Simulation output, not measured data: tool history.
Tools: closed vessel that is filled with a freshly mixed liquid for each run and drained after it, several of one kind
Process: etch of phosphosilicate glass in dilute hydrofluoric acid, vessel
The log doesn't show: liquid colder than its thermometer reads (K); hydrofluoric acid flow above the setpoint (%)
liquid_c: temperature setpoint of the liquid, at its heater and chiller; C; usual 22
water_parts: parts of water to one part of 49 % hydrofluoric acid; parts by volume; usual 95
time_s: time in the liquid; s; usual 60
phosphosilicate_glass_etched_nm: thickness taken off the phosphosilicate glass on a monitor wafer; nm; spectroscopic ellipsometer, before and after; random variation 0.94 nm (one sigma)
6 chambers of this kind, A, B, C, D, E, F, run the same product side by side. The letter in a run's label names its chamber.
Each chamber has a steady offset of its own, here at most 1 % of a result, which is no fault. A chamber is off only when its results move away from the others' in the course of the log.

run   hour  liquid_c  water_parts  time_s  hours since the thermometer was replaced  hours since the hydrofluoric acid flow meter was replaced  read-back film thickness of the phosphosilicate glass reference wafer, read on the same gauge (nm)  phosphosilicate_glass_etched_nm
 1D    6.6        22           95      60                                     403.4                                                      335.6                                                                                              150.03                           118.35
 2B     13        22           95      60                                     439.6                                                        751                                                                                              150.04                           119.47
      16.4  -- chamber B: thermometer replaced
 3C   20.1        22           95      60                                     124.5                                                       86.4                                                                                              150.02                           118.55
 4F   24.6        22           95      60                                    2066.2                                                      512.7                                                                                              150.01                           119.12
 5E   33.7        22           95      60                                     835.7                                                     1084.6                                                                                                 150                           117.34
 6A   41.6        18           95      60                                    1745.1                                                     1190.5                                                                                              149.96                           99.885
      45.7  -- chamber B: hydrofluoric acid flow meter replaced
 7F   49.9        18           95      60                                    2091.5                                                        538                                                                                                 150                           100.13
 8B   57.6        18           95      60                                      41.2                                                       11.9                                                                                                 150                           98.045
 9A   65.4        18           95      60                                    1768.9                                                     1214.3                                                                                              149.98                           98.682
10D   70.9        18           95      60                                     467.7                                                      399.9                                                                                              150.02                           99.719
11C   77.5        18           95      60                                     181.9                                                      143.8                                                                                              149.94                           98.934
12E   81.7        22           95      60                                     883.7                                                     1132.6                                                                                              150.02                           116.37
13B   89.2        22           95      60                                      72.8                                                       43.5                                                                                                 150                           117.08
14F   96.6        22           95      60                                    2138.2                                                      584.7                                                                                              149.99                           118.55
15C  105.5        26           95      45                                     209.9                                                      171.8                                                                                              149.98                           103.12
16D  112.9        26           95      45                                     509.7                                                      441.9                                                                                              149.98                           100.65
17A  119.8        26           95      45                                    1823.3                                                     1268.7                                                                                              149.94                           103.66
18E  128.9        26           95      45                                     930.9                                                     1179.8                                                                                              149.97                           101.11
19E  137.6        26           95      45                                     939.6                                                     1188.5                                                                                              150.04                           103.12
20F    144        26           95      45                                    2185.6                                                      632.1                                                                                              149.94                           102.87
21C  149.8        22           95      60                                     254.2                                                      216.1                                                                                              149.97                            119.4
     150.3  -- chamber A: thermometer replaced
22B  156.6        22           95      60                                     140.2                                                      110.9                                                                                              150.01                           118.22
23D    161        22           95      60                                     557.8                                                        490                                                                                              150.02                           116.11
24A  165.7        22           95      60                                      15.4                                                     1314.6                                                                                              149.99                           117.69
25C  171.8        20           95      75                                     276.2                                                      238.1                                                                                              149.94                           135.86
26D  178.2        20           95      75                                       575                                                      507.2                                                                                              150.02                           135.21
27A  183.8        20           95      75                                      33.5                                                     1332.7                                                                                              150.04                           135.54
28E  189.9        20           95      75                                     991.9                                                     1240.8                                                                                                 150                           134.72
29F  198.6        20           95      75                                    2240.2                                                      686.7                                                                                              149.99                           137.63
30B  203.4        20           95      75                                       187                                                      157.7                                                                                              150.03                            136.2
     210.1  -- chamber A: hydrofluoric acid flow meter replaced
31A    211        22           95      40                                      60.7                                                          1                                                                                              150.01                           79.498
32F    218        22           95      40                                    2259.6                                                      706.1                                                                                              149.95                           78.867
33D  225.8        22           95      40                                     622.6                                                      554.8                                                                                              149.99                           78.279
34C  229.9        22           95      40                                     334.3                                                      296.2                                                                                              150.03                           77.596
35E  237.3        22           95      40                                    1039.3                                                     1288.2                                                                                              149.99                           77.344
36B  244.6        22           95      40                                     228.2                                                      198.9                                                                                              149.98                           78.612
37B  252.9        22           95      60                                     236.5                                                      207.2                                                                                                 150                           117.49
38F  260.3        22           95      60                                    2301.9                                                      748.4                                                                                              150.01                           117.34
39C  266.6        22           95      50                                       371                                                      332.9                                                                                              150.05                           97.464
40E  272.6        22           95      50                                    1074.6                                                     1323.5                                                                                                 150                           97.102

Next, every chamber runs the same settings. What will each give?
41A  279.1        22           95      75                                                                                                                                                                                                                                         ?
41B  279.1        22           95      75                                                                                                                                                                                                                                         ?
41C  279.1        22           95      75                                                                                                                                                                                                                                         ?
41D  279.1        22           95      75                                                                                                                                                                                                                                         ?
41E  279.1        22           95      75                                                                                                                                                                                                                                         ?
41F  279.1        22           95      75                                                                                                                                                                                                                                         ?

run  phosphosilicate_glass_etched_nm
41A                            147.3
41B                           148.64
41C                           147.49
41D                           147.99
41E                           146.52
41F                           148.26

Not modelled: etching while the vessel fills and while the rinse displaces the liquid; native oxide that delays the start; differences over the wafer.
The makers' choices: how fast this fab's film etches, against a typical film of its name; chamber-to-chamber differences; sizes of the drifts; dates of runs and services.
